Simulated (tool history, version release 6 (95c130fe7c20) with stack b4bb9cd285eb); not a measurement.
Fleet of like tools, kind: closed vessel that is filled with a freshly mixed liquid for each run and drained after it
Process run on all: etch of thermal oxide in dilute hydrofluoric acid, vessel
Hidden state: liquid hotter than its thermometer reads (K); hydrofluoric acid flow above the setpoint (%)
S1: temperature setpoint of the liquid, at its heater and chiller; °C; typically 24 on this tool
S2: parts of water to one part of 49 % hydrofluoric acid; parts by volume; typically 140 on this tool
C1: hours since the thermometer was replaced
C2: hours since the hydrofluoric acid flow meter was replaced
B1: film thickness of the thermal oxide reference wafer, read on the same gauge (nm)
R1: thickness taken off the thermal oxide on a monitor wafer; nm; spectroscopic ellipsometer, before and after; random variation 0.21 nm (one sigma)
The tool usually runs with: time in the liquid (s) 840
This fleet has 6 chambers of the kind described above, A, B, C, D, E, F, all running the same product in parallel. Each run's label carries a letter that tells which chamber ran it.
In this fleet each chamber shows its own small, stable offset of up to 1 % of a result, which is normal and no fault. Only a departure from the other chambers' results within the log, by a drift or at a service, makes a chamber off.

run 1C hour=6.8 | S1=24 S2=140 time_in_the_liquid_(s)=840 | C1=471.2 C2=841.5 | B1=39.973 | R1=26.235
run 2F hour=15.9 | S1=24 S2=140 time_in_the_liquid_(s)=840 | C1=511.1 C2=70.3 | B1=40.012 | R1=26.968
run 3E hour=24.4 | S1=24 S2=140 time_in_the_liquid_(s)=840 | C1=441.4 C2=157.5 | B1=40.024 | R1=26.229
run 4B hour=32.4 | S1=24 S2=140 time_in_the_liquid_(s)=840 | C1=629.6 C2=1088.3 | B1=39.997 | R1=26.104
run 5D hour=40.4 | S1=24 S2=140 time_in_the_liquid_(s)=840 | C1=1793.7 C2=678.2 | B1=39.984 | R1=26.240
run 6A hour=51.4 | S1=24 S2=140 time_in_the_liquid_(s)=840 | C1=352.4 C2=150.9 | B1=40.033 | R1=26.646
run 7B hour=65.8 | S1=24 S2=140 time_in_the_liquid_(s)=840 | C1=663.0 C2=1121.7 | B1=39.930 | R1=26.575
run 8D hour=74.1 | S1=24 S2=140 time_in_the_liquid_(s)=840 | C1=1827.4 C2=711.9 | B1=39.982 | R1=25.503
run 9E hour=83.6 | S1=24 S2=140 time_in_the_liquid_(s)=840 | C1=500.6 C2=216.7 | B1=40.026 | R1=26.056
run 10F hour=92.2 | S1=24 S2=140 time_in_the_liquid_(s)=840 | C1=587.4 C2=146.6 | B1=39.932 | R1=26.227
run 11A hour=103.1 | S1=24 S2=140 time_in_the_liquid_(s)=840 | C1=404.1 C2=202.6 | B1=40.026 | R1=26.311
run 12C hour=110.7 | S1=24 S2=140 time_in_the_liquid_(s)=840 | C1=575.1 C2=945.4 | B1=39.988 | R1=26.370
run 13A hour=118.3 | S1=24 S2=165 time_in_the_liquid_(s)=1025 | C1=419.3 C2=217.8 | B1=40.053 | R1=26.859
-- hour=125.0 chamber D: hydrofluoric acid flow meter replaced
run 14F hour=125.4 | S1=24 S2=165 time_in_the_liquid_(s)=1025 | C1=620.6 C2=179.8 | B1=40.017 | R1=26.655
run 15E hour=132.9 | S1=24 S2=165 time_in_the_liquid_(s)=1025 | C1=549.9 C2=266.0 | B1=40.010 | R1=25.848
run 16C hour=141.4 | S1=24 S2=165 time_in_the_liquid_(s)=1025 | C1=605.8 C2=976.1 | B1=40.057 | R1=26.515
-- hour=144.2 chamber B: thermometer replaced
run 17D hour=149.6 | S1=24 S2=165 time_in_the_liquid_(s)=1025 | C1=1902.9 C2=24.7 | B1=39.953 | R1=26.250
run 18B hour=161.0 | S1=24 S2=165 time_in_the_liquid_(s)=1025 | C1=16.9 C2=1216.9 | B1=39.978 | R1=26.854
run 19C hour=174.8 | S1=24 S2=140 time_in_the_liquid_(s)=840 | C1=639.2 C2=1009.5 | B1=40.005 | R1=26.327
run 20B hour=189.5 | S1=24 S2=140 time_in_the_liquid_(s)=840 | C1=45.4 C2=1245.4 | B1=39.989 | R1=26.386
run 21D hour=196.2 | S1=24 S2=140 time_in_the_liquid_(s)=840 | C1=1949.5 C2=71.3 | B1=40.020 | R1=26.339
run 22E hour=208.4 | S1=24 S2=140 time_in_the_liquid_(s)=840 | C1=625.4 C2=341.5 | B1=39.966 | R1=26.261
run 23F hour=222.9 | S1=24 S2=140 time_in_the_liquid_(s)=840 | C1=718.1 C2=277.3 | B1=40.044 | R1=26.653
run 24A hour=238.0 | S1=24 S2=140 time_in_the_liquid_(s)=840 | C1=539.0 C2=337.5 | B1=39.960 | R1=26.514
-- hour=243.7 chamber A: thermometer replaced
run 25E hour=251.9 | S1=24 S2=140 time_in_the_liquid_(s)=840 | C1=668.9 C2=385.0 | B1=39.996 | R1=26.299
run 26C hour=265.9 | S1=24 S2=140 time_in_the_liquid_(s)=1140 | C1=730.3 C2=1100.6 | B1=40.017 | R1=35.711
run 27D hour=276.4 | S1=24 S2=140 time_in_the_liquid_(s)=1140 | C1=2029.7 C2=151.5 | B1=40.010 | R1=35.284
run 28B hour=288.1 | S1=24 S2=140 time_in_the_liquid_(s)=1140 | C1=144.0 C2=1344.0 | B1=39.985 | R1=35.898
-- hour=289.3 chamber C: hydrofluoric acid flow meter replaced
run 29A hour=296.5 | S1=24 S2=140 time_in_the_liquid_(s)=1140 | C1=52.9 C2=396.0 | B1=39.982 | R1=35.649
run 30F hour=307.7 | S1=24 S2=140 time_in_the_liquid_(s)=1140 | C1=802.9 C2=362.1 | B1=40.026 | R1=35.553
run 31C hour=317.5 | S1=24 S2=140 time_in_the_liquid_(s)=1140 | C1=781.9 C2=28.2 | B1=40.048 | R1=35.346
run 32E hour=325.0 | S1=24 S2=140 time_in_the_liquid_(s)=840 | C1=742.0 C2=458.1 | B1=39.985 | R1=26.254
run 33F hour=333.3 | S1=24 S2=140 time_in_the_liquid_(s)=840 | C1=828.5 C2=387.7 | B1=39.988 | R1=26.436
run 34D hour=344.9 | S1=24 S2=205 time_in_the_liquid_(s)=660 | C1=2098.2 C2=220.0 | B1=40.014 | R1=13.278
run 35A hour=357.4 | S1=24 S2=205 time_in_the_liquid_(s)=660 | C1=113.8 C2=456.9 | B1=39.983 | R1=13.165
run 36B hour=365.4 | S1=24 S2=205 time_in_the_liquid_(s)=660 | C1=221.3 C2=1421.3 | B1=39.990 | R1=13.367
run 37E hour=377.6 | S1=24 S2=205 time_in_the_liquid_(s)=660 | C1=794.6 C2=510.7 | B1=40.000 | R1=12.906
run 38F hour=385.3 | S1=24 S2=205 time_in_the_liquid_(s)=660 | C1=880.5 C2=439.7 | B1=40.005 | R1=13.290
run 39C hour=397.4 | S1=24 S2=205 time_in_the_liquid_(s)=660 | C1=861.8 C2=108.1 | B1=40.004 | R1=12.937
run 40D hour=404.9 | S1=24 S2=140 time_in_the_liquid_(s)=840 | C1=2158.2 C2=280.0 | B1=39.984 | R1=26.378
run 41A hour=412.8 | S1=24 S2=140 time_in_the_liquid_(s)=840 | C1=169.2 C2=512.3 | B1=39.979 | R1=26.387
run 42B hour=423.8 | S1=24 S2=200 time_in_the_liquid_(s)=840 | C1=279.7 C2=1479.7 | B1=40.010 | R1=17.386
run 43F hour=430.5 | S1=24 S2=200 time_in_the_liquid_(s)=840 | C1=925.7 C2=484.9 | B1=39.994 | R1=17.304
run 44C hour=440.2 | S1=24 S2=200 time_in_the_liquid_(s)=840 | C1=904.6 C2=150.9 | B1=40.034 | R1=17.228

All chambers now run identical settings, listed one chamber a line with results as question marks. What results will each chamber show?
run 45A hour=451.0 | S1=24 S2=140 time_in_the_liquid_(s)=840 | R1=?
run 45B hour=451.0 | S1=24 S2=140 time_in_the_liquid_(s)=840 | R1=?
run 45C hour=451.0 | S1=24 S2=140 time_in_the_liquid_(s)=840 | R1=?
run 45D hour=451.0 | S1=24 S2=140 time_in_the_liquid_(s)=840 | R1=?
run 45E hour=451.0 | S1=24 S2=140 time_in_the_liquid_(s)=840 | R1=?
run 45F hour=451.0 | S1=24 S2=140 time_in_the_liquid_(s)=840 | R1=?

run=45A R1=26.611
run=45B R1=26.471
run=45C R1=26.394
run=45D R1=25.986
run=45E R1=26.590
run=45F R1=26.770
